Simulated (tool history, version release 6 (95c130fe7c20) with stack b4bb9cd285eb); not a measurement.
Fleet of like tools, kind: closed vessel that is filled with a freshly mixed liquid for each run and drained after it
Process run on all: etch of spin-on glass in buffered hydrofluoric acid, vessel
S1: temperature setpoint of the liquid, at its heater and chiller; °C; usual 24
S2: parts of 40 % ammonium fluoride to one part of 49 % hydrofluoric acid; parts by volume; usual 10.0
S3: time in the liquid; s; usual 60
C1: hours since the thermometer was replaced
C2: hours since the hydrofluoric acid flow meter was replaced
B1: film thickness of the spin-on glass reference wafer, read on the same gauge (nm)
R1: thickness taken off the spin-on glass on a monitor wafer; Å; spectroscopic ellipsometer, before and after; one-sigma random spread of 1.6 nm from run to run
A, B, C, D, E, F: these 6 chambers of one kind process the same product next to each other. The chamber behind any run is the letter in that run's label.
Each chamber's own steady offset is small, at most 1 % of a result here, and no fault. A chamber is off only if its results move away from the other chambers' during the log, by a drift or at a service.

run   hour  S1    S2  S3      C1      C2      B1      R1
 1E    3.4  24  10.0  60  1172.5   209.5  129.96  2584.2
 2C    8.4  24  10.0  60  1528.2    40.7  130.01  2556.7
 3F   11.7  24  10.0  60  1320.9   582.1  129.98  2537.0
 4B   15.5  24  10.0  60   323.7   150.9  129.96  2496.3
 5D   19.1  24  10.0  60   445.2   177.3  129.98  2525.2
 6A   24.7  24  10.0  60   596.6  1813.8  129.97  2508.1
 7B   28.8  24  10.0  60   337.0   164.2  129.98  2474.8
 8C   33.8  24  10.0  60  1553.6    66.1  130.05  2568.9
 9E   39.9  24  13.5  60  1209.0   246.0  129.99  1901.9
10F   43.5  24  13.5  60  1352.7   613.9  129.95  1901.9
11A   47.0  24  13.5  60   618.9  1836.1  130.00  1884.4
12D   51.9  24  13.5  60   478.0   210.1  129.96  1866.4
13B   55.3  24  13.5  60   363.5   190.7  129.93  1852.2
14E   61.1  24  13.5  60  1230.2   267.2  129.97  1892.2
15D   67.4  24  10.0  60   493.5   225.6  130.03  2499.5
16F   73.1  24  10.0  60  1382.3   643.5  130.00  2523.0
      75.2  -- chamber E: thermometer replaced
17C   76.7  24  10.0  60  1596.5   109.0  130.01  2544.6
18A   81.8  24  10.0  60   653.7  1870.9  129.95  2496.6
19B   86.0  24  10.0  60   394.2   221.4  129.99  2495.2
20E   89.2  24  10.0  60    14.1   295.3  130.02  2548.4
21D   92.5  24  10.0  60   518.6   250.7  129.98  2510.7
22A   97.0  24  10.0  60   668.9  1886.1  129.99  2540.2
23C  100.7  24  10.0  60  1620.5   133.0  129.99  2548.8
24F  106.5  24  10.0  60  1415.7   676.9  130.00  2504.0
25F  112.6  24  10.0  60  1421.8   683.0  130.02  2537.8
26E  116.8  24  10.0  60    41.7   322.9  130.01  2545.4
27A  121.9  24  10.0  60   693.8  1911.0  129.97  2530.3
28B  128.2  24  10.0  60   436.4   263.6  129.97  2522.5
29C  132.5  24  10.0  60  1652.3   164.8  129.99  2509.4
30D  135.7  24  10.0  60   561.8   293.9  129.98  2523.9
31F  142.0  24  10.0  60  1451.2   712.4  130.04  2519.7
32E  146.8  24  10.0  60    71.7   352.9  130.01  2518.6
33A  152.3  24  10.0  60   724.2  1941.4  130.03  2510.5
     155.2  -- chamber C: thermometer replaced
34D  157.4  24  10.0  60   583.5   315.6  129.98  2502.2
35B  162.9  27  10.0  30   471.1   298.3  129.98  1483.6
36C  166.3  27  10.0  30    11.1   198.6  129.99  1496.9
37F  172.0  27  10.0  30  1481.2   742.4  130.03  1468.9
38D  177.7  27  10.0  30   603.8   335.9  130.04  1463.8
39C  180.9  27  10.0  30    25.7   213.2  129.99  1493.5
40A  186.6  27  10.0  30   758.5  1975.7  129.98  1486.1
41B  192.7  24  10.0  60   500.9   328.1  129.96  2494.1
42E  198.7  24  10.0  60   123.6   404.8  130.01  2530.0
43C  203.6  24  10.0  60    48.4   235.9  130.00  2523.1

Next, every chamber runs the same settings. What will each give?
44A  208.4  24  10.0  60               ?
44B  208.4  24  10.0  60               ?
44C  208.4  24  10.0  60               ?
44D  208.4  24  10.0  60               ?
44E  208.4  24  10.0  60               ?
44F  208.4  24  10.0  60               ?

run      R1
44A  2508.1
44B  2528.5
44C  2543.7
44D  2481.3
44E  2515.2
44F  2520.8

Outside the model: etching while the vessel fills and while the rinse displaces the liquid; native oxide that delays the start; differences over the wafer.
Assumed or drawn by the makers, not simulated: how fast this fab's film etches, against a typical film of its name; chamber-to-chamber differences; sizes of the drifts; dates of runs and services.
